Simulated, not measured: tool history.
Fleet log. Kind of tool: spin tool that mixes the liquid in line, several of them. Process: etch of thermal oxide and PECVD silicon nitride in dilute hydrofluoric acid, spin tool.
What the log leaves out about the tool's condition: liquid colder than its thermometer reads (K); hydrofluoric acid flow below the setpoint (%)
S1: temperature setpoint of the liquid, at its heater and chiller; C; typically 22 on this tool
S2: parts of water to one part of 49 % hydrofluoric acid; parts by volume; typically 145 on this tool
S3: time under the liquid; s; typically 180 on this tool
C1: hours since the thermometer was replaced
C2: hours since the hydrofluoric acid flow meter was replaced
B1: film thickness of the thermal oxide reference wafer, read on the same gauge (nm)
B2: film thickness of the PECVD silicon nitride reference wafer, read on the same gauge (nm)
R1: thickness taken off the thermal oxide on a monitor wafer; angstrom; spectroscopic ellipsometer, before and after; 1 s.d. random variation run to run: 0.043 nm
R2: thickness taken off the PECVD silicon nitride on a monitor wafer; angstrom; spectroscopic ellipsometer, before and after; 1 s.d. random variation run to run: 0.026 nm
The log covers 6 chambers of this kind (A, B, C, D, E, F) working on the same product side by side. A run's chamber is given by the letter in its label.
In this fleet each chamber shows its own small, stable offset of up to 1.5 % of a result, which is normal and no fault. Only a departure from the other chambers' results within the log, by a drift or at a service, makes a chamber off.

{"run": "1D", "hour": 6.5, "S1": 22, "S2": 145, "S3": 180, "C1": 1116.5, "C2": 2041.6, "B1": 140.01, "B2": 39.982, "R1": 49.951, "R2": 32.205}
{"run": "2A", "hour": 16.1, "S1": 22, "S2": 145, "S3": 180, "C1": 721.3, "C2": 246.2, "B1": 140, "B2": 39.999, "R1": 50.683, "R2": 32.174}
{"run": "3C", "hour": 24.8, "S1": 22, "S2": 145, "S3": 180, "C1": 567.4, "C2": 1677.4, "B1": 140.01, "B2": 40.01, "R1": 51.527, "R2": 31.309}
{"run": "4F", "hour": 31.0, "S1": 22, "S2": 145, "S3": 180, "C1": 2801.2, "C2": 94.1, "B1": 140, "B2": 40.002, "R1": 50.702, "R2": 31.797}
{"run": "5E", "hour": 38.7, "S1": 19.5, "S2": 145, "S3": 180, "C1": 196.7, "C2": 1438.9, "B1": 139.98, "B2": 40.017, "R1": 45.854, "R2": 27.018}
{"run": "6B", "hour": 47.5, "S1": 19.5, "S2": 145, "S3": 180, "C1": 194.6, "C2": 1690.6, "B1": 139.97, "B2": 39.99, "R1": 45.877, "R2": 26.932}
{"run": "7A", "hour": 55.9, "S1": 19.5, "S2": 145, "S3": 180, "C1": 761.1, "C2": 286, "B1": 140, "B2": 39.996, "R1": 46.271, "R2": 26.836}
{"run": "8D", "hour": 64.3, "S1": 19.5, "S2": 145, "S3": 180, "C1": 1174.3, "C2": 2099.4, "B1": 140, "B2": 40.001, "R1": 46.287, "R2": 27.038}
{"run": "9C", "hour": 69.4, "S1": 19.5, "S2": 145, "S3": 180, "C1": 612, "C2": 1722, "B1": 139.98, "B2": 39.995, "R1": 45.818, "R2": 26.776}
{"run": "10E", "hour": 76.5, "S1": 19.5, "S2": 145, "S3": 180, "C1": 234.5, "C2": 1476.7, "B1": 139.99, "B2": 40.015, "R1": 45.956, "R2": 26.97}
{"run": "11B", "hour": 83.4, "S1": 22, "S2": 145, "S3": 180, "C1": 230.5, "C2": 1726.5, "B1": 140, "B2": 39.99, "R1": 50.962, "R2": 31.683}
{"run": "12F", "hour": 93.5, "S1": 22, "S2": 145, "S3": 180, "C1": 2863.7, "C2": 156.6, "B1": 140.03, "B2": 40.023, "R1": 50.851, "R2": 31.813}
{"run": "13E", "hour": 100.6, "S1": 22, "S2": 145, "S3": 180, "C1": 258.6, "C2": 1500.8, "B1": 139.98, "B2": 40.006, "R1": 51.175, "R2": 31.892}
{"run": "14C", "hour": 107.1, "S1": 22, "S2": 145, "S3": 180, "C1": 649.7, "C2": 1759.7, "B1": 140, "B2": 39.983, "R1": 50.997, "R2": 31.491}
{"run": "15B", "hour": 111.8, "S1": 22, "S2": 145, "S3": 180, "C1": 258.9, "C2": 1754.9, "B1": 139.99, "B2": 40.01, "R1": 50.799, "R2": 31.466}
{"run": "16A", "hour": 117.7, "S1": 22, "S2": 145, "S3": 180, "C1": 822.9, "C2": 347.8, "B1": 140.02, "B2": 39.984, "R1": 50.938, "R2": 31.769}
{"run": "17F", "hour": 122.4, "S1": 22, "S2": 145, "S3": 80, "C1": 2892.6, "C2": 185.5, "B1": 139.99, "B2": 40.004, "R1": 22.537, "R2": 14.192}
{"run": "18D", "hour": 128.9, "S1": 22, "S2": 145, "S3": 80, "C1": 1238.9, "C2": 2164, "B1": 140.02, "B2": 39.981, "R1": 22.522, "R2": 13.865}
{"run": "19A", "hour": 135.8, "S1": 22, "S2": 145, "S3": 80, "C1": 841, "C2": 365.9, "B1": 140, "B2": 39.99, "R1": 22.356, "R2": 13.941}
{"run": "20E", "hour": 141.4, "S1": 22, "S2": 145, "S3": 80, "C1": 299.4, "C2": 1541.6, "B1": 139.98, "B2": 39.99, "R1": 22.803, "R2": 14.233}
{"run": "21D", "hour": 146.1, "S1": 22, "S2": 145, "S3": 80, "C1": 1256.1, "C2": 2181.2, "B1": 139.99, "B2": 39.997, "R1": 22.877, "R2": 14.218}
{"run": "22B", "hour": 154.5, "S1": 22, "S2": 145, "S3": 80, "C1": 301.6, "C2": 1797.6, "B1": 140.02, "B2": 39.99, "R1": 22.765, "R2": 14.06}
{"run": "23F", "hour": 160.0, "S1": 22, "S2": 145, "S3": 180, "C1": 2930.2, "C2": 223.1, "B1": 140.02, "B2": 40.012, "R1": 51.358, "R2": 31.949}
{"run": "24C", "hour": 167.4, "S1": 22, "S2": 145, "S3": 180, "C1": 710, "C2": 1820, "B1": 140.01, "B2": 39.99, "R1": 51.505, "R2": 31.486}
{"hour": 171.6, "done": "chamber F: thermometer replaced"}
{"run": "25F", "hour": 172.4, "S1": 22, "S2": 145, "S3": 180, "C1": 0.8, "C2": 235.5, "B1": 139.99, "B2": 39.995, "R1": 50.537, "R2": 31.976}
{"run": "26B", "hour": 179.8, "S1": 22, "S2": 145, "S3": 180, "C1": 326.9, "C2": 1822.9, "B1": 140.02, "B2": 40, "R1": 51.522, "R2": 31.809}
{"run": "27A", "hour": 189.5, "S1": 22, "S2": 145, "S3": 180, "C1": 894.7, "C2": 419.6, "B1": 139.98, "B2": 39.991, "R1": 51.037, "R2": 31.707}
{"run": "28E", "hour": 194.7, "S1": 22, "S2": 145, "S3": 180, "C1": 352.7, "C2": 1594.9, "B1": 139.98, "B2": 39.99, "R1": 50.408, "R2": 31.563}
{"hour": 195.0, "done": "chamber C: hydrofluoric acid flow meter replaced"}
{"run": "29C", "hour": 201.0, "S1": 22, "S2": 145, "S3": 180, "C1": 743.6, "C2": 6.1, "B1": 140, "B2": 39.995, "R1": 51.309, "R2": 31.61}
{"run": "30D", "hour": 207.1, "S1": 22, "S2": 145, "S3": 180, "C1": 1317.1, "C2": 2242.2, "B1": 140, "B2": 39.98, "R1": 49.963, "R2": 31.674}
{"run": "31C", "hour": 216.0, "S1": 22, "S2": 145, "S3": 180, "C1": 758.6, "C2": 21.1, "B1": 140.02, "B2": 39.994, "R1": 51.11, "R2": 31.372}
{"run": "32A", "hour": 222.1, "S1": 22, "S2": 145, "S3": 180, "C1": 927.3, "C2": 452.2, "B1": 140, "B2": 40.021, "R1": 51.223, "R2": 31.78}
{"run": "33F", "hour": 228.4, "S1": 22, "S2": 145, "S3": 180, "C1": 56.8, "C2": 291.5, "B1": 140, "B2": 39.989, "R1": 50.338, "R2": 32.176}
{"run": "34D", "hour": 235.6, "S1": 22, "S2": 145, "S3": 75, "C1": 1345.6, "C2": 2270.7, "B1": 140.01, "B2": 39.997, "R1": 21.374, "R2": 13.374}
{"run": "35E", "hour": 242.3, "S1": 22, "S2": 145, "S3": 75, "C1": 400.3, "C2": 1642.5, "B1": 139.99, "B2": 40.007, "R1": 21.221, "R2": 13.04}
{"run": "36B", "hour": 251.0, "S1": 22, "S2": 145, "S3": 75, "C1": 398.1, "C2": 1894.1, "B1": 139.99, "B2": 40.011, "R1": 20.995, "R2": 13.132}
{"run": "37D", "hour": 255.9, "S1": 22, "S2": 145, "S3": 75, "C1": 1365.9, "C2": 2291, "B1": 140, "B2": 40.016, "R1": 21.513, "R2": 13.135}
{"run": "38A", "hour": 262.7, "S1": 22, "S2": 145, "S3": 75, "C1": 967.9, "C2": 492.8, "B1": 140.02, "B2": 39.984, "R1": 21.005, "R2": 13.285}
{"run": "39C", "hour": 272.2, "S1": 22, "S2": 145, "S3": 75, "C1": 814.8, "C2": 77.3, "B1": 140.02, "B2": 39.998, "R1": 21.332, "R2": 13.195}
{"run": "40F", "hour": 281.8, "S1": 22, "S2": 145, "S3": 180, "C1": 110.2, "C2": 344.9, "B1": 140.01, "B2": 39.994, "R1": 50.528, "R2": 31.617}
{"run": "41E", "hour": 290.0, "S1": 22, "S2": 145, "S3": 180, "C1": 448, "C2": 1690.2, "B1": 139.98, "B2": 39.978, "R1": 51.134, "R2": 31.451}
{"run": "42B", "hour": 296.9, "S1": 22, "S2": 145, "S3": 180, "C1": 444, "C2": 1940, "B1": 140.03, "B2": 39.988, "R1": 50.289, "R2": 31.894}
{"hour": 300.1, "done": "chamber D: hydrofluoric acid flow meter replaced"}
{"run": "43D", "hour": 302.9, "S1": 22, "S2": 145, "S3": 180, "C1": 1412.9, "C2": 2.8, "B1": 140.01, "B2": 39.998, "R1": 51.429, "R2": 31.437}
{"run": "44A", "hour": 312.7, "S1": 22, "S2": 145, "S3": 180, "C1": 1017.9, "C2": 542.8, "B1": 139.96, "B2": 40.009, "R1": 51.121, "R2": 31.817}

All chambers now run identical settings, listed one chamber a line with results as question marks. What results will each chamber show?
{"run": "45A", "hour": 320.0, "S1": 22, "S2": 145, "S3": 180, "R1": "?", "R2": "?"}
{"run": "45B", "hour": 320.0, "S1": 22, "S2": 145, "S3": 180, "R1": "?", "R2": "?"}
{"run": "45C", "hour": 320.0, "S1": 22, "S2": 145, "S3": 180, "R1": "?", "R2": "?"}
{"run": "45D", "hour": 320.0, "S1": 22, "S2": 145, "S3": 180, "R1": "?", "R2": "?"}
{"run": "45E", "hour": 320.0, "S1": 22, "S2": 145, "S3": 180, "R1": "?", "R2": "?"}
{"run": "45F", "hour": 320.0, "S1": 22, "S2": 145, "S3": 180, "R1": "?", "R2": "?"}

run=45A R1=51.198 R2=31.973
run=45B R1=52.056 R2=31.862
run=45C R1=51.927 R2=31.379
run=45D R1=50.409 R2=31.712
run=45E R1=50.535 R2=31.408
run=45F R1=50.75 R2=31.656
